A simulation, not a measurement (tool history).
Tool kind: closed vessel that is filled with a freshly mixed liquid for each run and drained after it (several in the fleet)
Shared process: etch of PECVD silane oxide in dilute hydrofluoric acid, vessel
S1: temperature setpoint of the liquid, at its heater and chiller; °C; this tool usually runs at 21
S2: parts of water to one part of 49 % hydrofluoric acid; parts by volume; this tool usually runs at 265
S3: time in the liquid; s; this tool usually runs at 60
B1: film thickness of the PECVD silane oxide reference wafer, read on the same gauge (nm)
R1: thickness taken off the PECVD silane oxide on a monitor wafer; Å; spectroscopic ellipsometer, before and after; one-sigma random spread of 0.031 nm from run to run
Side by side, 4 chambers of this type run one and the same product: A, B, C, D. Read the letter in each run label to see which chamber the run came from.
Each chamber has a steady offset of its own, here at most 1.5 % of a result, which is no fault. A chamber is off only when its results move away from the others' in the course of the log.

run    day    S1   S2  S3      B1      R1
 1B  0.146    21  265  60  69.961  83.407
 2A  0.342    21  265  60   70.01  84.429
 3D  0.492    21  265  60      70  84.709
 4C  0.612    21  265  60  70.023   83.48
 5A  0.754    21  265  60  70.004  84.075
 6B  0.958    21  265  60  70.001  83.628
 7D  1.133    21  265  60  69.982  86.066
 8C  1.242    21  265  60  69.988  84.365
 9B  1.388  23.5  180  60  69.995  146.73
10C  1.575  23.5  180  60  70.009  148.25
11A  1.688  23.5  180  60  69.998  147.54
12D  1.842  23.5  180  60  69.998  151.62
13D  1.958    21  265  60  70.027  87.178
14C  2.088    21  265  60  69.999  84.101
15B  2.225    21  265  60  69.976  83.677
16A  2.333    21  265  60  70.016  83.896
17A  2.479    21  265  75   69.99  105.13
18D  2.617    21  265  75  70.045  108.38
19B  2.771    21  265  75  69.995  103.73
20C    2.9    21  265  75  70.005  104.39
21B  3.012    21  265  60  70.059  83.344
22C  3.175    21  265  60  70.011   84.05
23D  3.288    21  265  60  69.998  88.531
24A  3.467    21  265  60  69.979  84.789
25D  3.575    21  265  60  69.975  88.452

What goes on in this fleet: one chamber off, a drifting gauge, or nothing beyond the chambers' own small offsets? Name the chamber and the cause, if any.

One chamber, D, drifts off from the rest bit by bit.
What lies behind it: liquid hotter than its thermometer reads (K) = 1.15.
From this log alone, it may not be told apart from: hydrofluoric acid flow above the setpoint (%).

Chamber D could run next with any of the 4 candidate recipes listed below; each alters the usual settings, and their results appear as question marks. Which one brings its results back in line with what the other chambers deliver on the usual settings?
A result is in line if it is within this distance of the other chambers' mean on the usual settings: R1 1.1 Å
26D-1  3.738  19.5  265  60       ?
26D-2  3.738    21  260  60       ?
26D-3  3.738    21  270  60       ?
26D-4  3.738  22.5  265  60       ?

The mean the other chambers reach with the usual settings: R1 83.846 Å
  run      R1
26D-1  84.146
26D-2  90.964
26D-3  86.783
26D-4  93.686
26D-1 is the one that brings the chamber's results back in line with the other chambers.
